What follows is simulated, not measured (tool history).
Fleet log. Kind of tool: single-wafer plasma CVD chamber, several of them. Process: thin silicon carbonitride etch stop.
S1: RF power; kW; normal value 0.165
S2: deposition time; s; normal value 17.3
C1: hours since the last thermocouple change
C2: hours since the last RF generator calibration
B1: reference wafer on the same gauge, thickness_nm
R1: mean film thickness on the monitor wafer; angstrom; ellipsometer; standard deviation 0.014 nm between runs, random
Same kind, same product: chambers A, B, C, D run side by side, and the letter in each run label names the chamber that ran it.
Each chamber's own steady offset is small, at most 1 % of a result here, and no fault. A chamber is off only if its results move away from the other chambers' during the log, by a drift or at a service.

run 1C day=0.246 | S1=0.165 S2=17.3 | C1=909.1 C2=894.3 | B1=7.8833 | R1=92.025
run 2A day=0.396 | S1=0.165 S2=17.3 | C1=58.0 C2=916.0 | B1=7.8828 | R1=93.662
run 3B day=0.546 | S1=0.165 S2=17.3 | C1=955.5 C2=713.1 | B1=7.8853 | R1=93.826
run 4D day=0.704 | S1=0.165 S2=17.3 | C1=842.9 C2=367.5 | B1=7.8864 | R1=93.584
run 5B day=0.883 | S1=0.165 S2=17.3 | C1=963.6 C2=721.2 | B1=7.8879 | R1=93.891
run 6A day=1.142 | S1=0.165 S2=17.3 | C1=75.9 C2=933.9 | B1=7.8868 | R1=93.897
run 7D day=1.408 | S1=0.165 S2=17.3 | C1=859.8 C2=384.4 | B1=7.8939 | R1=93.812
run 8C day=1.658 | S1=0.165 S2=17.3 | C1=943.0 C2=928.2 | B1=7.8944 | R1=92.299
run 9D day=1.938 | S1=0.165 S2=17.3 | C1=872.5 C2=397.1 | B1=7.8968 | R1=93.753
run 10A day=2.221 | S1=0.165 S2=17.3 | C1=101.8 C2=959.8 | B1=7.8990 | R1=93.599
run 11C day=2.388 | S1=0.195 S2=17.3 | C1=960.5 C2=945.7 | B1=7.8993 | R1=97.210
-- day=2.517 chamber A: RF generator calibrated
run 12B day=2.604 | S1=0.195 S2=17.3 | C1=1004.9 C2=762.5 | B1=7.9029 | R1=98.778
run 13B day=2.779 | S1=0.195 S2=17.3 | C1=1009.1 C2=766.7 | B1=7.9054 | R1=98.810
run 14A day=3.000 | S1=0.195 S2=17.3 | C1=120.5 C2=11.6 | B1=7.9076 | R1=98.530
run 15D day=3.175 | S1=0.165 S2=17.3 | C1=902.2 C2=426.8 | B1=7.9039 | R1=94.038
run 16C day=3.350 | S1=0.165 S2=17.3 | C1=983.6 C2=968.8 | B1=7.9091 | R1=92.599
run 17A day=3.629 | S1=0.165 S2=17.3 | C1=135.6 C2=26.7 | B1=7.9099 | R1=93.919
run 18C day=3.758 | S1=0.165 S2=17.3 | C1=993.4 C2=978.6 | B1=7.9103 | R1=92.580
run 19D day=3.925 | S1=0.165 S2=17.3 | C1=920.2 C2=444.8 | B1=7.9121 | R1=93.856
run 20B day=4.154 | S1=0.165 S2=17.3 | C1=1042.1 C2=799.7 | B1=7.9151 | R1=94.221
run 21D day=4.342 | S1=0.150 S2=19.6 | C1=930.2 C2=454.8 | B1=7.9174 | R1=103.560
run 22A day=4.483 | S1=0.150 S2=19.6 | C1=156.1 C2=47.2 | B1=7.9224 | R1=103.230
run 23B day=4.721 | S1=0.150 S2=19.6 | C1=1055.7 C2=813.3 | B1=7.9209 | R1=103.890
run 24C day=4.904 | S1=0.150 S2=19.6 | C1=1020.9 C2=1006.1 | B1=7.9256 | R1=102.220
run 25C day=5.133 | S1=0.165 S2=17.3 | C1=1026.4 C2=1011.6 | B1=7.9251 | R1=92.763
run 26B day=5.354 | S1=0.165 S2=17.3 | C1=1070.9 C2=828.5 | B1=7.9262 | R1=94.406

Is one chamber out of step, is the gauge drifting, or do the chambers differ by no more than their own small offsets? For an off chamber, give its letter and the likeliest cause.

None of the chambers is off. What moves is the gauge, dragging all their readings along together.
What lies behind it: gauge reads high (%) = 0.607.
